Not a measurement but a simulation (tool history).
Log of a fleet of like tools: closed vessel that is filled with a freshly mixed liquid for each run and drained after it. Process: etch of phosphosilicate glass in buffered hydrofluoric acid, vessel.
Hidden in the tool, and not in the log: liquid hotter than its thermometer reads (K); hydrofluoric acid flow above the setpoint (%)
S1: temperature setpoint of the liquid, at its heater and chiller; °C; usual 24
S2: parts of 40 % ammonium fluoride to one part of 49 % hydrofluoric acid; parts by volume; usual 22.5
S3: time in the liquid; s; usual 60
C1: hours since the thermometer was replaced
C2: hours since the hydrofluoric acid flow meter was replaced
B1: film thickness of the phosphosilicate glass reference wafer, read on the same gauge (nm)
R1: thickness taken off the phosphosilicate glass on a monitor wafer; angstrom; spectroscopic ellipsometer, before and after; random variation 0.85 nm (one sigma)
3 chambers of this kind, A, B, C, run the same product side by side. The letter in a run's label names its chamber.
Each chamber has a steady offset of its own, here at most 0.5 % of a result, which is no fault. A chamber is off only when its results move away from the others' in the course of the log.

Run 1C, hour 9.8: usual settings; C1 452.6; C2 504.6; B1 79.973. Result: R1 1329 angstrom.
Run 2A, hour 17.5: usual settings; C1 914.9; C2 274.1; B1 80.007. Result: R1 1326.7 angstrom.
Run 3B, hour 23.6: usual settings; C1 696; C2 451.1; B1 80.001. Result: R1 1321.3 angstrom.
Run 4C, hour 31.7: usual settings; C1 474.5; C2 526.5; B1 80.012. Result: R1 1314.2 angstrom.
Run 5A, hour 38.6: usual settings; C1 936; C2 295.2; B1 79.991. Result: R1 1322.2 angstrom.
Run 6B, hour 44.6: usual settings; C1 717; C2 472.1; B1 80.006. Result: R1 1333.4 angstrom.
Run 7A, hour 54.9: usual settings; C1 952.3; C2 311.5; B1 80.013. Result: R1 1336.2 angstrom.
Run 8C, hour 65.8: usual settings; C1 508.6; C2 560.6; B1 79.984. Result: R1 1326 angstrom.
Run 9B, hour 71.9: usual settings; C1 744.3; C2 499.4; B1 79.984. Result: R1 1317.3 angstrom.
Run 10C, hour 82.5: usual settings; C1 525.3; C2 577.3; B1 80.007. Result: R1 1338.8 angstrom.
Run 11A, hour 93: usual settings; C1 990.4; C2 349.6; B1 79.981. Result: R1 1351.7 angstrom.
Run 12B, hour 98.8: usual settings; C1 771.2; C2 526.3; B1 80. Result: R1 1319.4 angstrom.
Run 13B, hour 104.9: usual settings; C1 777.3; C2 532.4; B1 79.986. Result: R1 1327.8 angstrom.
Run 14A, hour 113.4: usual settings; C1 1010.8; C2 370; B1 79.98. Result: R1 1366 angstrom.
Run 15C, hour 119.7: usual settings; C1 562.5; C2 614.5; B1 80.005. Result: R1 1317.8 angstrom.
Run 16B, hour 127.9: usual settings; C1 800.3; C2 555.4; B1 80.004. Result: R1 1327 angstrom.
Run 17A, hour 139.5: usual settings; C1 1036.9; C2 396.1; B1 79.988. Result: R1 1370.8 angstrom.
Run 18C, hour 151.1: usual settings; C1 593.9; C2 645.9; B1 79.999. Result: R1 1330.1 angstrom.
Run 19C, hour 157.8: usual settings; C1 600.6; C2 652.6; B1 79.993. Result: R1 1333.3 angstrom.
Run 20B, hour 164.9: usual settings; C1 837.3; C2 592.4; B1 79.977. Result: R1 1311.5 angstrom.
Run 21A, hour 174.8: usual settings; C1 1072.2; C2 431.4; B1 79.997. Result: R1 1386 angstrom.
Run 22B, hour 186.3: usual settings; C1 858.7; C2 613.8; B1 80.003. Result: R1 1315.8 angstrom.
Run 23C, hour 196.6: usual settings; C1 639.4; C2 691.4; B1 79.988. Result: R1 1327.4 angstrom.
Run 24A, hour 204.8: usual settings but S2 17.5 parts by volume, S3 35 s; C1 1102.2; C2 461.4; B1 80.003. Result: R1 1018.4 angstrom.
Run 25C, hour 213: usual settings but S2 17.5 parts by volume, S3 35 s; C1 655.8; C2 707.8; B1 79.998. Result: R1 955.4 angstrom.
Run 26B, hour 222.9: usual settings but S2 17.5 parts by volume, S3 35 s; C1 895.3; C2 650.4; B1 80.008. Result: R1 951.94 angstrom.
At hour 231.4: chamber C: hydrofluoric acid flow meter replaced.
Run 27A, hour 233.5: usual settings; C1 1130.9; C2 490.1; B1 80. Result: R1 1397.7 angstrom.
Run 28C, hour 244.6: usual settings; C1 687.4; C2 13.3; B1 79.998. Result: R1 1326.9 angstrom.
Run 29A, hour 254.9: usual settings; C1 1152.3; C2 511.5; B1 79.971. Result: R1 1403.3 angstrom.

Is one chamber off against the others, does the gauge drift, or is nothing wrong? If a chamber is off, say which, and what the likeliest cause is.

Chamber A drifts away from the others.
Cause: liquid hotter than its thermometer reads (K) = 1.09.
The log may not tell that from: hydrofluoric acid flow above the setpoint (%).

Here are 4 candidates for chamber A's next run, each the usual settings with a change, their results left as question marks. Which one brings its results back in line with what the others give on the usual settings?
In line means no further than this from the other chambers' mean on the usual settings: R1 30 angstrom
Run 30A-1, hour 263.4: usual settings but S1 24.5 °C, S2 21.5 parts by volume. Result: R1 ?.
Run 30A-2, hour 263.4: usual settings but S1 23.5 °C, S3 55 s. Result: R1 ?.
Run 30A-3, hour 263.4: usual settings but S1 23.5 °C, S2 23.5 parts by volume. Result: R1 ?.
Run 30A-4, hour 263.4: usual settings but S1 24.5 °C, S2 22 parts by volume, S3 65 s. Result: R1 ?.

The other chambers' mean on the usual settings: R1 1324.9 angstrom
  run      R1
30A-1  1497.4
30A-2  1259.3
30A-3  1332.7
30A-4  1596.3
30A-3 brings the chamber back in line.

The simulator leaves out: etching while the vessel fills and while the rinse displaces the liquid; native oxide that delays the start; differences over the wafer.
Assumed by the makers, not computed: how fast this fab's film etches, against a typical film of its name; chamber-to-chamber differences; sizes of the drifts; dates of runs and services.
